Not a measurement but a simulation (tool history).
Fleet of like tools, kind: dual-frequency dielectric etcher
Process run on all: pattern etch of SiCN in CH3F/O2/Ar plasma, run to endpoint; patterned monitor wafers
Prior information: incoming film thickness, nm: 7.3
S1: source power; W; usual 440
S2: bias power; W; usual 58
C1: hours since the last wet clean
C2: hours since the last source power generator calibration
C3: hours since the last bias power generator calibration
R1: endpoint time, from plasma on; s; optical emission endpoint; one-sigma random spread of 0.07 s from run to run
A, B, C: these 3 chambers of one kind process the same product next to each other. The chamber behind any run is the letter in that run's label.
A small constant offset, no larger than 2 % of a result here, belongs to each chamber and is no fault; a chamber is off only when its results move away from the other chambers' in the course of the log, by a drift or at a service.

| run | hour | S1 | S2 | C1 | C2 | C3 | R1 |
|---|---|---|---|---|---|---|---|
| 1B | 5.1 | 440 | 58 | 160.6 | 3290.8 | 2227.4 | 20.286 |
|  | 13.9 | chamber C: wet clean of the chamber |
| 2C | 16.4 | 440 | 58 | 2.6 | 749.5 | 2272.2 | 20.631 |
| 3A | 21.5 | 440 | 58 | 564 | 1887.2 | 232.5 | 20.005 |
| 4C | 26.6 | 440 | 58 | 12.8 | 759.7 | 2282.4 | 20.737 |
| 5B | 31.7 | 520 | 58 | 187.2 | 3317.4 | 2254 | 18.972 |
| 6A | 42.5 | 520 | 58 | 585 | 1908.2 | 253.5 | 18.888 |
| 7C | 52.8 | 520 | 58 | 39 | 785.9 | 2308.6 | 19.147 |
| 8A | 60.1 | 440 | 58 | 602.6 | 1925.8 | 271.1 | 20.05 |
| 9B | 69.9 | 440 | 58 | 225.4 | 3355.6 | 2292.2 | 20.309 |
| 10B | 75.2 | 440 | 58 | 230.7 | 3360.9 | 2297.5 | 20.138 |
| 11A | 83.6 | 440 | 53 | 626.1 | 1949.3 | 294.6 | 20.716 |
| 12C | 93.9 | 440 | 53 | 80.1 | 827 | 2349.7 | 21.284 |
| 13C | 99.5 | 440 | 53 | 85.7 | 832.6 | 2355.3 | 21.141 |
| 14B | 108.6 | 440 | 58 | 264.1 | 3394.3 | 2330.9 | 20.162 |
| 15A | 120 | 440 | 58 | 662.5 | 1985.7 | 331 | 20.035 |
|  | 120.3 | chamber A: wet clean of the chamber |
| 16B | 128.2 | 440 | 58 | 283.7 | 3413.9 | 2350.5 | 20.197 |
| 17C | 134.7 | 440 | 58 | 120.9 | 867.8 | 2390.5 | 20.569 |
| 18A | 144.5 | 440 | 58 | 24.3 | 2010.2 | 355.5 | 20.056 |
| 19B | 150.9 | 520 | 58 | 306.4 | 3436.6 | 2373.2 | 18.916 |
| 20C | 161.3 | 520 | 58 | 147.5 | 894.4 | 2417.1 | 19.214 |
| 21A | 169.2 | 520 | 58 | 49 | 2034.9 | 380.2 | 18.929 |
| 22C | 174.6 | 440 | 58 | 160.8 | 907.7 | 2430.4 | 20.51 |
| 23B | 182.6 | 510 | 70 | 338.1 | 3468.3 | 2404.9 | 17.915 |
| 24A | 188.6 | 510 | 70 | 68.4 | 2054.3 | 399.6 | 17.922 |
| 25A | 197.5 | 510 | 70 | 77.3 | 2063.2 | 408.5 | 17.756 |
| 26B | 202.4 | 480 | 58 | 357.9 | 3488.1 | 2424.7 | 19.459 |
| 27C | 211.6 | 480 | 58 | 197.8 | 944.7 | 2467.4 | 19.909 |
|  | 221.2 | chamber B: wet clean of the chamber |
| 28B | 221.6 | 480 | 58 | 0.5 | 3507.3 | 2443.9 | 18.705 |
| 29C | 229.7 | 400 | 58 | 215.9 | 962.8 | 2485.5 | 21.26 |
| 30A | 240.9 | 400 | 58 | 120.7 | 2106.6 | 451.9 | 20.867 |
| 31B | 251.5 | 400 | 58 | 30.4 | 3537.2 | 2473.8 | 19.887 |
| 32C | 261.4 | 480 | 58 | 247.6 | 994.5 | 2517.2 | 19.953 |
| 33A | 271.4 | 480 | 58 | 151.2 | 2137.1 | 482.4 | 19.34 |
| 34B | 277.2 | 480 | 58 | 56.1 | 3562.9 | 2499.5 | 18.606 |
| 35C | 285.2 | 440 | 58 | 271.4 | 1018.3 | 2541 | 20.45 |
| 36A | 294.6 | 440 | 58 | 174.4 | 2160.3 | 505.6 | 20.013 |
|  | 297.8 | chamber B: source power generator calibrated |
| 37C | 305.7 | 440 | 58 | 291.9 | 1038.8 | 2561.5 | 20.443 |
| 38B | 315.8 | 440 | 58 | 94.7 | 18 | 2538.1 | 19.352 |
| 39A | 324.1 | 440 | 58 | 203.9 | 2189.8 | 535.1 | 20.022 |
| 40C | 333.5 | 440 | 58 | 319.7 | 1066.6 | 2589.3 | 20.591 |
| 41B | 339.7 | 440 | 58 | 118.6 | 41.9 | 2562 | 19.437 |
| 42A | 348.3 | 440 | 58 | 228.1 | 2214 | 559.3 | 20.148 |
| 43A | 353.6 | 440 | 58 | 233.4 | 2219.3 | 564.6 | 20.046 |
| 44B | 360 | 440 | 58 | 138.9 | 62.2 | 2582.3 | 19.265 |

Has any chamber moved away from the others, gradually or after a service, or does the common gauge drift, or do the chambers differ only by their own small steady offsets? State the chamber and the most likely cause if one applies.

A service left chamber B off against the others.
Most likely cause: etch rate over this chamber's usual, % = 4.64.

Below are 4 candidate recipes for chamber B's next run, each the usual settings with a change, their results shown as question marks. Which of them brings B's results back in line with what the other chambers give on the usual settings?
In-line tolerance around the mean of the other chambers on the usual settings: R1 0.25 s
| 45B-1 | 368.1 | 390 | 58 |  |  |  | ? |
| 45B-2 | 368.1 | 440 | 73 |  |  |  | ? |
| 45B-3 | 368.1 | 390 | 52 |  |  |  | ? |
| 45B-4 | 368.1 | 470 | 62 |  |  |  | ? |

On the usual settings, the other chambers give on average: R1 20.299 s
| run | R1 |
|---|---|
| 45B-1 | 20.246 |
| 45B-2 | 17.885 |
| 45B-3 | 20.984 |
| 45B-4 | 18.44 |
45B-1 is the one that brings the chamber's results back in line with the other chambers.
